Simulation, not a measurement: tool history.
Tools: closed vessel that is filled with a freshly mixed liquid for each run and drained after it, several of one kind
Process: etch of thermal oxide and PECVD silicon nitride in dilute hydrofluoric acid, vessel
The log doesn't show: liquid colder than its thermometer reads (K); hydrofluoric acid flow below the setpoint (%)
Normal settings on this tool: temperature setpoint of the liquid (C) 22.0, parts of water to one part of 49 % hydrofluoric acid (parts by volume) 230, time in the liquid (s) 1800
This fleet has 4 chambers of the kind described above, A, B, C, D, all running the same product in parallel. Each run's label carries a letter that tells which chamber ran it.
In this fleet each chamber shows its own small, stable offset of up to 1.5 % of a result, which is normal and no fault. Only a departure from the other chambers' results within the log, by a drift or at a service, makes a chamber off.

run   hour  temperature setpoint of the liquid (C)  parts of water to one part of 49 % hydrofluoric acid (parts by volume)  time in the liquid (s)  hours since the thermometer was replaced  hours since the hydrofluoric acid flow meter was replaced  read-back film thickness of the thermal oxide reference wafer, read on the same gauge (nm)  read-back film thickness of the PECVD silicon nitride reference wafer, read on the same gauge (nm)  thickness taken off the thermal oxide on a monitor wafer (angstrom)  thickness taken off the PECVD silicon nitride on a monitor wafer (angstrom)
 1D    5.3                                    22.0                                                                     230                    1800                                     412.6                                                      506.6                                                                                      110.06                                                                                              129.96                                                               298.31                                                                       246.67
 2C   14.5                                    22.0                                                                     230                    1800                                    1306.3                                                      460.2                                                                                      110.02                                                                                              130.00                                                               298.78                                                                       252.56
      15.9  -- chamber C: thermometer replaced
 3A   21.2                                    22.0                                                                     230                    1800                                     357.0                                                     1026.6                                                                                      109.97                                                                                              130.00                                                               297.97                                                                       247.95
 4B   26.8                                    22.0                                                                     230                    1800                                    1003.3                                                      234.3                                                                                      109.99                                                                                              129.99                                                               298.38                                                                       251.01
 5A   31.6                                    22.0                                                                     230                    1030                                     367.4                                                     1037.0                                                                                      110.00                                                                                              130.00                                                               171.35                                                                       140.15
 6D   36.7                                    22.0                                                                     230                    1030                                     444.0                                                      538.0                                                                                      110.01                                                                                              129.99                                                               171.10                                                                       144.06
 7B   43.9                                    22.0                                                                     230                    1030                                    1020.4                                                      251.4                                                                                      110.05                                                                                              129.98                                                               171.08                                                                       141.42
 8C   52.3                                    22.0                                                                     230                    1030                                      36.5                                                      498.0                                                                                      109.95                                                                                              130.01                                                               171.73                                                                       143.38
 9A   60.5                                    22.0                                                                     230                    1800                                     396.3                                                     1065.9                                                                                      110.02                                                                                              130.01                                                               299.19                                                                       250.28
      67.6  -- chamber D: hydrofluoric acid flow meter replaced
10C   70.1                                    23.5                                                                     140                    1800                                      54.3                                                      515.8                                                                                      110.04                                                                                              129.99                                                               578.88                                                                       460.70
11B   77.1                                    23.5                                                                     140                    1800                                    1053.6                                                      284.6                                                                                      110.01                                                                                              129.99                                                               569.06                                                                       446.96
12D   82.0                                    23.5                                                                     140                    1800                                     489.3                                                       14.4                                                                                      110.01                                                                                              129.97                                                               565.26                                                                       446.23
13B   88.5                                    23.5                                                                     140                    1800                                    1065.0                                                      296.0                                                                                      110.00                                                                                              130.04                                                               566.56                                                                       450.16
14A   93.4                                    22.0                                                                     230                    1800                                     429.2                                                     1098.8                                                                                      109.99                                                                                              129.97                                                               299.07                                                                       252.36
15C   98.8                                    22.0                                                                     230                    1800                                      83.0                                                      544.5                                                                                      110.04                                                                                              130.00                                                               301.24                                                                       251.49
16D  109.0                                    25.0                                                                     230                    1800                                     516.3                                                       41.4                                                                                      110.04                                                                                              130.03                                                               333.90                                                                       305.53
17A  114.2                                    25.0                                                                     230                    1800                                     450.0                                                     1119.6                                                                                      109.97                                                                                              129.99                                                               333.02                                                                       301.55
18C  122.2                                    25.0                                                                     230                    1800                                     106.4                                                      567.9                                                                                      110.03                                                                                              130.00                                                               332.78                                                                       306.29
19D  131.0                                    25.0                                                                     230                    1800                                     538.3                                                       63.4                                                                                      110.02                                                                                              130.01                                                               334.78                                                                       301.22
20B  136.2                                    22.0                                                                     230                    1800                                    1112.7                                                      343.7                                                                                      110.02                                                                                              129.98                                                               297.81                                                                       248.51
21A  144.2                                    22.0                                                                     230                    1800                                     480.0                                                     1149.6                                                                                      109.97                                                                                              129.99                                                               297.35                                                                       251.42
22C  149.3                                    22.0                                                                     230                    1800                                     133.5                                                      595.0                                                                                      110.05                                                                                              130.02                                                               299.50                                                                       248.14
23D  158.2                                    22.0                                                                     230                    1800                                     565.5                                                       90.6                                                                                      110.00                                                                                              130.01                                                               300.79                                                                       248.35
24B  164.4                                    22.0                                                                     230                    1800                                    1140.9                                                      371.9                                                                                      109.98                                                                                              130.02                                                               299.98                                                                       253.47
25A  174.6                                    22.0                                                                     230                    1800                                     510.4                                                     1180.0                                                                                      110.00                                                                                              129.99                                                               299.25                                                                       251.46
26B  182.6                                    22.0                                                                     230                    1800                                    1159.1                                                      390.1                                                                                      110.02                                                                                              129.99                                                               299.22                                                                       251.39
27C  189.1                                    22.0                                                                     230                    1800                                     173.3                                                      634.8                                                                                      110.02                                                                                              130.01                                                               299.02                                                                       257.40
28D  196.8                                    22.0                                                                     230                    1800                                     604.1                                                      129.2                                                                                      110.06                                                                                              130.00                                                               298.64                                                                       251.97
29A  206.1                                    22.0                                                                     230                    1800                                     541.9                                                     1211.5                                                                                      109.98                                                                                              129.98                                                               299.24                                                                       246.21
30C  210.6                                    22.0                                                                     230                    1800                                     194.8                                                      656.3                                                                                      110.02                                                                                              129.98                                                               299.04                                                                       250.97
31D  219.2                                    22.0                                                                     230                    1800                                     626.5                                                      151.6                                                                                      110.03                                                                                              129.98                                                               300.64                                                                       249.25
32B  224.7                                    22.0                                                                     230                    1800                                    1201.2                                                      432.2                                                                                      110.05                                                                                              130.03                                                               299.84                                                                       249.07
33A  229.3                                    22.0                                                                     230                    1800                                     565.1                                                     1234.7                                                                                      110.00                                                                                              129.97                                                               298.38                                                                       249.25
34B  237.0                                    24.0                                                                     230                     940                                    1213.5                                                      444.5                                                                                      109.94                                                                                              130.02                                                               167.39                                                                       148.56
35D  247.0                                    24.0                                                                     230                     940                                     654.3                                                      179.4                                                                                      110.05                                                                                              129.95                                                               168.58                                                                       149.57
36C  255.8                                    24.0                                                                     230                     940                                     240.0                                                      701.5                                                                                      109.97                                                                                              129.99                                                               168.38                                                                       149.97
37D  265.2                                    24.0                                                                     230                     940                                     672.5                                                      197.6                                                                                      110.01                                                                                              130.03                                                               168.74                                                                       145.24
38B  272.5                                    22.0                                                                     230                    1800                                    1249.0                                                      480.0                                                                                      109.98                                                                                              130.01                                                               298.39                                                                       252.80
39A  280.6                                    22.0                                                                     230                    1800                                     616.4                                                     1286.0                                                                                      109.94                                                                                              130.03                                                               296.95                                                                       250.45
40C  289.8                                    22.0                                                                     230                    1800                                     274.0                                                      735.5                                                                                      110.01                                                                                              129.99                                                               298.52                                                                       253.34
41B  298.6                                    22.0                                                                     230                    1800                                    1275.1                                                      506.1                                                                                      109.97                                                                                              129.96                                                               300.67                                                                       252.36
42A  308.6                                    25.0                                                                     230                    1800                                     644.4                                                     1314.0                                                                                      110.01                                                                                              129.99                                                               333.82                                                                       301.39

Is one chamber off against the others, does the gauge drift, or is nothing wrong? If a chamber is off, say which, and what the likeliest cause is.

The fleet is healthy, with each chamber sitting at its usual small offset and no drift in the gauge.
